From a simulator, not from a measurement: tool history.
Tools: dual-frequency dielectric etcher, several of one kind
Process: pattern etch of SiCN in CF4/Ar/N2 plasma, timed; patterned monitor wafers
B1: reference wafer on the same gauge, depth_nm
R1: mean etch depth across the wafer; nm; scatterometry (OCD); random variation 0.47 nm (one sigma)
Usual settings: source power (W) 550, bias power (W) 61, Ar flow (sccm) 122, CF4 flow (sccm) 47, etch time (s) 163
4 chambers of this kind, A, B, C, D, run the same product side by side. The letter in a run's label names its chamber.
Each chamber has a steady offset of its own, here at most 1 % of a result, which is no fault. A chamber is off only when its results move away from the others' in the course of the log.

{"run": "1B", "hour": 12.8, "source power (W)": 550, "bias power (W)": 61, "Ar flow (sccm)": 122, "CF4 flow (sccm)": 47, "etch time (s)": 163, "B1": 169.93, "R1": 142.79}
{"run": "2D", "hour": 23.4, "source power (W)": 550, "bias power (W)": 61, "Ar flow (sccm)": 122, "CF4 flow (sccm)": 47, "etch time (s)": 163, "B1": 170.03, "R1": 142.35}
{"run": "3A", "hour": 30.4, "source power (W)": 550, "bias power (W)": 61, "Ar flow (sccm)": 122, "CF4 flow (sccm)": 47, "etch time (s)": 163, "B1": 170.05, "R1": 142.94}
{"run": "4C", "hour": 45.1, "source power (W)": 550, "bias power (W)": 61, "Ar flow (sccm)": 122, "CF4 flow (sccm)": 47, "etch time (s)": 163, "B1": 169.99, "R1": 143.93}
{"hour": 53.3, "done": "chamber B: source power generator calibrated"}
{"run": "5A", "hour": 58.6, "source power (W)": 550, "bias power (W)": 61, "Ar flow (sccm)": 122, "CF4 flow (sccm)": 47, "etch time (s)": 163, "B1": 169.95, "R1": 143.66}
{"run": "6D", "hour": 71.6, "source power (W)": 550, "bias power (W)": 61, "Ar flow (sccm)": 122, "CF4 flow (sccm)": 47, "etch time (s)": 163, "B1": 170, "R1": 141.45}
{"run": "7B", "hour": 82.2, "source power (W)": 550, "bias power (W)": 61, "Ar flow (sccm)": 122, "CF4 flow (sccm)": 47, "etch time (s)": 163, "B1": 170.05, "R1": 143.35}
{"run": "8C", "hour": 95.7, "source power (W)": 550, "bias power (W)": 61, "Ar flow (sccm)": 122, "CF4 flow (sccm)": 47, "etch time (s)": 163, "B1": 169.96, "R1": 144.17}
{"hour": 97.8, "done": "chamber A: Ar flow controller replaced"}
{"run": "9A", "hour": 106.3, "source power (W)": 550, "bias power (W)": 61, "Ar flow (sccm)": 150, "CF4 flow (sccm)": 47, "etch time (s)": 163, "B1": 169.79, "R1": 137}
{"run": "10C", "hour": 114.8, "source power (W)": 550, "bias power (W)": 61, "Ar flow (sccm)": 150, "CF4 flow (sccm)": 47, "etch time (s)": 163, "B1": 170.03, "R1": 137.9}
{"hour": 117.1, "done": "chamber D: wet clean of the chamber"}
{"run": "11D", "hour": 130.0, "source power (W)": 550, "bias power (W)": 61, "Ar flow (sccm)": 150, "CF4 flow (sccm)": 47, "etch time (s)": 163, "B1": 170.05, "R1": 136.08}
{"run": "12B", "hour": 144.0, "source power (W)": 550, "bias power (W)": 61, "Ar flow (sccm)": 150, "CF4 flow (sccm)": 47, "etch time (s)": 163, "B1": 170.14, "R1": 137.8}
{"run": "13A", "hour": 152.0, "source power (W)": 550, "bias power (W)": 61, "Ar flow (sccm)": 122, "CF4 flow (sccm)": 47, "etch time (s)": 163, "B1": 169.9, "R1": 142.69}
{"run": "14C", "hour": 166.1, "source power (W)": 550, "bias power (W)": 61, "Ar flow (sccm)": 122, "CF4 flow (sccm)": 47, "etch time (s)": 163, "B1": 169.95, "R1": 142.68}
{"run": "15D", "hour": 180.8, "source power (W)": 550, "bias power (W)": 61, "Ar flow (sccm)": 122, "CF4 flow (sccm)": 47, "etch time (s)": 163, "B1": 170.04, "R1": 141.53}
{"run": "16B", "hour": 187.6, "source power (W)": 680, "bias power (W)": 61, "Ar flow (sccm)": 122, "CF4 flow (sccm)": 47, "etch time (s)": 163, "B1": 170.05, "R1": 172.26}
{"run": "17B", "hour": 198.1, "source power (W)": 680, "bias power (W)": 61, "Ar flow (sccm)": 122, "CF4 flow (sccm)": 47, "etch time (s)": 163, "B1": 169.82, "R1": 171.75}
{"run": "18D", "hour": 205.2, "source power (W)": 680, "bias power (W)": 61, "Ar flow (sccm)": 122, "CF4 flow (sccm)": 47, "etch time (s)": 163, "B1": 170.1, "R1": 170.17}
{"run": "19A", "hour": 219.6, "source power (W)": 680, "bias power (W)": 61, "Ar flow (sccm)": 122, "CF4 flow (sccm)": 47, "etch time (s)": 163, "B1": 169.91, "R1": 172.77}
{"run": "20C", "hour": 234.9, "source power (W)": 550, "bias power (W)": 61, "Ar flow (sccm)": 122, "CF4 flow (sccm)": 47, "etch time (s)": 163, "B1": 170.03, "R1": 143.29}
{"run": "21B", "hour": 248.4, "source power (W)": 550, "bias power (W)": 61, "Ar flow (sccm)": 122, "CF4 flow (sccm)": 47, "etch time (s)": 163, "B1": 170, "R1": 144.18}
{"run": "22C", "hour": 262.8, "source power (W)": 550, "bias power (W)": 61, "Ar flow (sccm)": 122, "CF4 flow (sccm)": 47, "etch time (s)": 163, "B1": 170.03, "R1": 142.64}
{"run": "23D", "hour": 273.2, "source power (W)": 550, "bias power (W)": 61, "Ar flow (sccm)": 122, "CF4 flow (sccm)": 47, "etch time (s)": 163, "B1": 170.03, "R1": 141.53}
{"run": "24A", "hour": 283.4, "source power (W)": 550, "bias power (W)": 61, "Ar flow (sccm)": 122, "CF4 flow (sccm)": 47, "etch time (s)": 163, "B1": 169.94, "R1": 145.17}
{"run": "25A", "hour": 296.4, "source power (W)": 550, "bias power (W)": 61, "Ar flow (sccm)": 122, "CF4 flow (sccm)": 53, "etch time (s)": 163, "B1": 169.99, "R1": 147.94}
{"run": "26C", "hour": 308.5, "source power (W)": 550, "bias power (W)": 61, "Ar flow (sccm)": 122, "CF4 flow (sccm)": 53, "etch time (s)": 163, "B1": 170.08, "R1": 146.16}
{"run": "27B", "hour": 323.2, "source power (W)": 550, "bias power (W)": 61, "Ar flow (sccm)": 122, "CF4 flow (sccm)": 53, "etch time (s)": 163, "B1": 169.97, "R1": 146.2}
{"run": "28D", "hour": 331.6, "source power (W)": 550, "bias power (W)": 61, "Ar flow (sccm)": 122, "CF4 flow (sccm)": 53, "etch time (s)": 163, "B1": 170.05, "R1": 144.99}
{"run": "29C", "hour": 342.0, "source power (W)": 550, "bias power (W)": 61, "Ar flow (sccm)": 122, "CF4 flow (sccm)": 47, "etch time (s)": 163, "B1": 169.91, "R1": 142.83}
{"run": "30A", "hour": 355.7, "source power (W)": 550, "bias power (W)": 61, "Ar flow (sccm)": 122, "CF4 flow (sccm)": 47, "etch time (s)": 163, "B1": 170.13, "R1": 146.75}
{"run": "31B", "hour": 363.9, "source power (W)": 550, "bias power (W)": 61, "Ar flow (sccm)": 122, "CF4 flow (sccm)": 47, "etch time (s)": 163, "B1": 169.92, "R1": 143.89}
{"run": "32D", "hour": 378.0, "source power (W)": 550, "bias power (W)": 61, "Ar flow (sccm)": 122, "CF4 flow (sccm)": 47, "etch time (s)": 163, "B1": 170.05, "R1": 141.76}
{"run": "33C", "hour": 389.9, "source power (W)": 550, "bias power (W)": 61, "Ar flow (sccm)": 122, "CF4 flow (sccm)": 47, "etch time (s)": 163, "B1": 170.11, "R1": 143.01}
{"hour": 401.5, "done": "chamber B: wet clean of the chamber"}
{"run": "34B", "hour": 404.6, "source power (W)": 550, "bias power (W)": 61, "Ar flow (sccm)": 122, "CF4 flow (sccm)": 47, "etch time (s)": 163, "B1": 170.07, "R1": 143.28}
{"run": "35A", "hour": 412.2, "source power (W)": 550, "bias power (W)": 61, "Ar flow (sccm)": 122, "CF4 flow (sccm)": 47, "etch time (s)": 163, "B1": 170.09, "R1": 146.58}
{"run": "36D", "hour": 419.8, "source power (W)": 550, "bias power (W)": 61, "Ar flow (sccm)": 122, "CF4 flow (sccm)": 47, "etch time (s)": 163, "B1": 169.92, "R1": 140.8}
{"run": "37B", "hour": 434.3, "source power (W)": 550, "bias power (W)": 61, "Ar flow (sccm)": 122, "CF4 flow (sccm)": 47, "etch time (s)": 163, "B1": 169.99, "R1": 144.3}
{"run": "38C", "hour": 443.9, "source power (W)": 550, "bias power (W)": 61, "Ar flow (sccm)": 122, "CF4 flow (sccm)": 47, "etch time (s)": 163, "B1": 170.01, "R1": 143.04}
{"run": "39D", "hour": 451.2, "source power (W)": 550, "bias power (W)": 61, "Ar flow (sccm)": 122, "CF4 flow (sccm)": 47, "etch time (s)": 163, "B1": 169.84, "R1": 141.47}
{"run": "40A", "hour": 464.8, "source power (W)": 550, "bias power (W)": 61, "Ar flow (sccm)": 122, "CF4 flow (sccm)": 47, "etch time (s)": 163, "B1": 170.02, "R1": 147.86}
{"run": "41C", "hour": 473.8, "source power (W)": 550, "bias power (W)": 61, "Ar flow (sccm)": 122, "CF4 flow (sccm)": 47, "etch time (s)": 163, "B1": 170.06, "R1": 142.69}
{"run": "42B", "hour": 482.0, "source power (W)": 550, "bias power (W)": 61, "Ar flow (sccm)": 122, "CF4 flow (sccm)": 47, "etch time (s)": 163, "B1": 170.19, "R1": 142.68}

Is one chamber off against the others, does the gauge drift, or is nothing wrong? If a chamber is off, say which, and what the likeliest cause is.

Chamber A drifts away from the others.
Cause: etch rate over this chamber's usual, % = 3.48.
The log may not tell that from: source power that arrives over what is set, %.

Here are 4 candidates for chamber A's next run, each the usual settings with a change, their results left as question marks. Which one brings its results back in line with what the others give on the usual settings?
In line means no further than this from the other chambers' mean on the usual settings: R1 1.6 nm
{"run": "43A-1", "hour": 492.9, "source power (W)": 550, "bias power (W)": 71, "Ar flow (sccm)": 122, "CF4 flow (sccm)": 47, "etch time (s)": 163, "R1": "?"}
{"run": "43A-2", "hour": 492.9, "source power (W)": 540, "bias power (W)": 61, "Ar flow (sccm)": 122, "CF4 flow (sccm)": 47, "etch time (s)": 159.5, "R1": "?"}
{"run": "43A-3", "hour": 492.9, "source power (W)": 550, "bias power (W)": 66, "Ar flow (sccm)": 122, "CF4 flow (sccm)": 49, "etch time (s)": 163, "R1": "?"}
{"run": "43A-4", "hour": 492.9, "source power (W)": 540, "bias power (W)": 60, "Ar flow (sccm)": 123, "CF4 flow (sccm)": 47, "etch time (s)": 157.5, "R1": "?"}

The other chambers' mean on the usual settings: R1 142.72 nm
run=43A-1 R1=157.07
run=43A-2 R1=142.91
run=43A-3 R1=153.96
run=43A-4 R1=140.05
43A-2 brings the chamber back in line.
